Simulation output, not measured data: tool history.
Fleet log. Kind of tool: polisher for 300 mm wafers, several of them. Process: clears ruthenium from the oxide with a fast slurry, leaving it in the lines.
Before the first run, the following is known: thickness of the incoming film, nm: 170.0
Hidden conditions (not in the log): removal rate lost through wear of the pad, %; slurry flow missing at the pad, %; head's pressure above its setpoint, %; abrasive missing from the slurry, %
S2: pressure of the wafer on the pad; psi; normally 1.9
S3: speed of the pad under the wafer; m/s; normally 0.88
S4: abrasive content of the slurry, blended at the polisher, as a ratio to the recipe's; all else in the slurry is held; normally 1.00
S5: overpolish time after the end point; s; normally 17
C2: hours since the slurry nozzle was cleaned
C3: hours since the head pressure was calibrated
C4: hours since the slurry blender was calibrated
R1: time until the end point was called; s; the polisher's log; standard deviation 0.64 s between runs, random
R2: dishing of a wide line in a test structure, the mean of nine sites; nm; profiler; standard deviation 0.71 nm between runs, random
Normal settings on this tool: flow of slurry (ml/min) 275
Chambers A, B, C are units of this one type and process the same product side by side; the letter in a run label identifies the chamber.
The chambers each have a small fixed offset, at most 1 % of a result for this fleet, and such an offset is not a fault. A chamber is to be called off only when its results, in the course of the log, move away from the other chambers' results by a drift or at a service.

At hour 0.1: chamber C: worn pad replaced by a new one.
Run 1B, hour 2.5: usual settings; wafers polished on this pad 496; C2 587.8; C3 767.0; C4 177.9. Result: R1 69.858 s, R2 34.666 nm.
Run 2C, hour 5.0: usual settings; wafers polished on this pad 55; C2 841.9; C3 108.6; C4 222.5. Result: R1 69.029 s, R2 34.783 nm.
Run 3A, hour 8.7: usual settings; wafers polished on this pad 227; C2 714.9; C3 354.5; C4 195.9. Result: R1 70.286 s, R2 33.638 nm.
Run 4B, hour 12.7: usual settings; wafers polished on this pad 611; C2 598.0; C3 777.2; C4 188.1. Result: R1 69.019 s, R2 33.634 nm.
Run 5A, hour 17.0: usual settings; wafers polished on this pad 320; C2 723.2; C3 362.8; C4 204.2. Result: R1 70.328 s, R2 33.873 nm.
Run 6C, hour 20.7: usual settings; wafers polished on this pad 232; C2 857.6; C3 124.3; C4 238.2. Result: R1 70.281 s, R2 34.138 nm.
Run 7C, hour 24.4: usual settings; wafers polished on this pad 274; C2 861.3; C3 128.0; C4 241.9. Result: R1 69.007 s, R2 32.661 nm.
Run 8B, hour 27.8: usual settings; wafers polished on this pad 781; C2 613.1; C3 792.3; C4 203.2. Result: R1 68.937 s, R2 33.190 nm.
Run 9A, hour 30.3: usual settings; wafers polished on this pad 470; C2 736.5; C3 376.1; C4 217.5. Result: R1 68.887 s, R2 34.637 nm.
At hour 33.7: chamber B: head pressure recalibrated.
Run 10B, hour 33.8: usual settings; wafers polished on this pad 848; C2 619.1; C3 0.2; C4 209.2. Result: R1 65.077 s, R2 36.145 nm.
At hour 34.3: chamber B: slurry blender recalibrated.
At hour 35.8: chamber A: slurry nozzle cleaned.
At hour 35.9: chamber C: slurry nozzle cleaned.
Run 11A, hour 36.8: usual settings; wafers polished on this pad 543; C2 1.1; C3 382.6; C4 224.0. Result: R1 70.458 s, R2 33.174 nm.
Run 12C, hour 41.1: usual settings; wafers polished on this pad 462; C2 5.2; C3 144.7; C4 258.6. Result: R1 69.369 s, R2 32.907 nm.
Run 13A, hour 45.4: usual settings; wafers polished on this pad 640; C2 9.7; C3 391.2; C4 232.6. Result: R1 69.945 s, R2 33.622 nm.
Run 14B, hour 48.6: usual settings but flow of slurry (ml/min) 225, S2 1.4 psi; wafers polished on this pad 1015; C2 633.9; C3 15.0; C4 14.3. Result: R1 89.673 s, R2 26.893 nm.
Run 15C, hour 53.1: usual settings but flow of slurry (ml/min) 225, S2 1.4 psi; wafers polished on this pad 597; C2 17.2; C3 156.7; C4 270.6. Result: R1 95.940 s, R2 24.763 nm.
At hour 54.8: chamber A: worn pad replaced by a new one.
Run 16B, hour 56.7: usual settings but flow of slurry (ml/min) 225, S2 1.4 psi; wafers polished on this pad 1106; C2 642.0; C3 23.1; C4 22.4. Result: R1 88.363 s, R2 26.611 nm.
Run 17C, hour 60.2: usual settings; wafers polished on this pad 676; C2 24.3; C3 163.8; C4 277.7. Result: R1 69.201 s, R2 34.078 nm.
At hour 60.8: chamber B: worn pad replaced by a new one.
Run 18A, hour 62.5: usual settings; wafers polished on this pad 86; C2 26.8; C3 408.3; C4 249.7. Result: R1 69.207 s, R2 34.713 nm.
Run 19C, hour 67.1: usual settings; wafers polished on this pad 754; C2 31.2; C3 170.7; C4 284.6. Result: R1 68.508 s, R2 35.951 nm.
Run 20A, hour 70.3: usual settings; wafers polished on this pad 174; C2 34.6; C3 416.1; C4 257.5. Result: R1 70.425 s, R2 34.071 nm.
Run 21B, hour 72.9: usual settings; wafers polished on this pad 136; C2 658.2; C3 39.3; C4 38.6. Result: R1 65.513 s, R2 36.167 nm.
Run 22C, hour 75.0: usual settings but S4 1.15; wafers polished on this pad 843; C2 39.1; C3 178.6; C4 292.5. Result: R1 64.371 s, R2 36.275 nm.
Run 23A, hour 77.1: usual settings but S4 1.15; wafers polished on this pad 251; C2 41.4; C3 422.9; C4 264.3. Result: R1 66.506 s, R2 37.311 nm.
Run 24B, hour 79.2: usual settings but S4 1.15; wafers polished on this pad 207; C2 664.5; C3 45.6; C4 44.9. Result: R1 60.649 s, R2 38.978 nm.
Run 25B, hour 83.0: usual settings; wafers polished on this pad 250; C2 668.3; C3 49.4; C4 48.7. Result: R1 65.202 s, R2 36.019 nm.
Run 26A, hour 86.2: usual settings; wafers polished on this pad 353; C2 50.5; C3 432.0; C4 273.4. Result: R1 70.420 s, R2 33.684 nm.
Run 27C, hour 88.8: usual settings but S3 0.72 m/s, S4 1.10; wafers polished on this pad 998; C2 52.9; C3 192.4; C4 306.3. Result: R1 81.850 s, R2 30.333 nm.
Run 28C, hour 90.9: usual settings but S3 0.72 m/s, S4 1.10; wafers polished on this pad 1022; C2 55.0; C3 194.5; C4 308.4. Result: R1 81.832 s, R2 29.996 nm.
Run 29A, hour 93.2: usual settings but S3 0.72 m/s, S4 1.10; wafers polished on this pad 432; C2 57.5; C3 439.0; C4 280.4. Result: R1 82.964 s, R2 28.603 nm.
Run 30B, hour 97.0: usual settings but S4 1.10, S5 12 s; wafers polished on this pad 407; C2 682.3; C3 63.4; C4 62.7. Result: R1 61.684 s, R2 26.871 nm.

Is one chamber out of step, is the gauge drifting, or do the chambers differ by no more than their own small offsets? For an off chamber, give its letter and the likeliest cause.

Chamber B came out of a service off from its peers and stayed that way.
Cause: head's pressure above its setpoint, % = 7.78.

Here are 4 candidates for chamber B's next run, each the usual settings with a change, their results left as question marks. Which one brings its results back in line with what the others give on the usual settings?
To be in line, a result may differ from the other chambers' mean on the usual settings by at most: R1 2.200 s; R2 2.500 nm
Run 31B-1, hour 100.3: usual settings but S3 0.90 m/s. Result: R1 ?, R2 ?.
Run 31B-2, hour 100.3: usual settings but S2 2.0 psi, S3 0.90 m/s. Result: R1 ?, R2 ?.
Run 31B-3, hour 100.3: usual settings but S2 1.8 psi, S3 0.86 m/s. Result: R1 ?, R2 ?.
Run 31B-4, hour 100.3: usual settings but S3 0.86 m/s. Result: R1 ?, R2 ?.

Other chambers, usual settings, mean: R1 69.695 s; R2 33.708 nm
  run      R1      R2
31B-1  63.367  36.782
31B-2  60.244  38.447
31B-3  69.976  33.692
31B-4  66.349  35.321
The answer is 31B-3, which returns the chamber to within the allowed miss of the others.

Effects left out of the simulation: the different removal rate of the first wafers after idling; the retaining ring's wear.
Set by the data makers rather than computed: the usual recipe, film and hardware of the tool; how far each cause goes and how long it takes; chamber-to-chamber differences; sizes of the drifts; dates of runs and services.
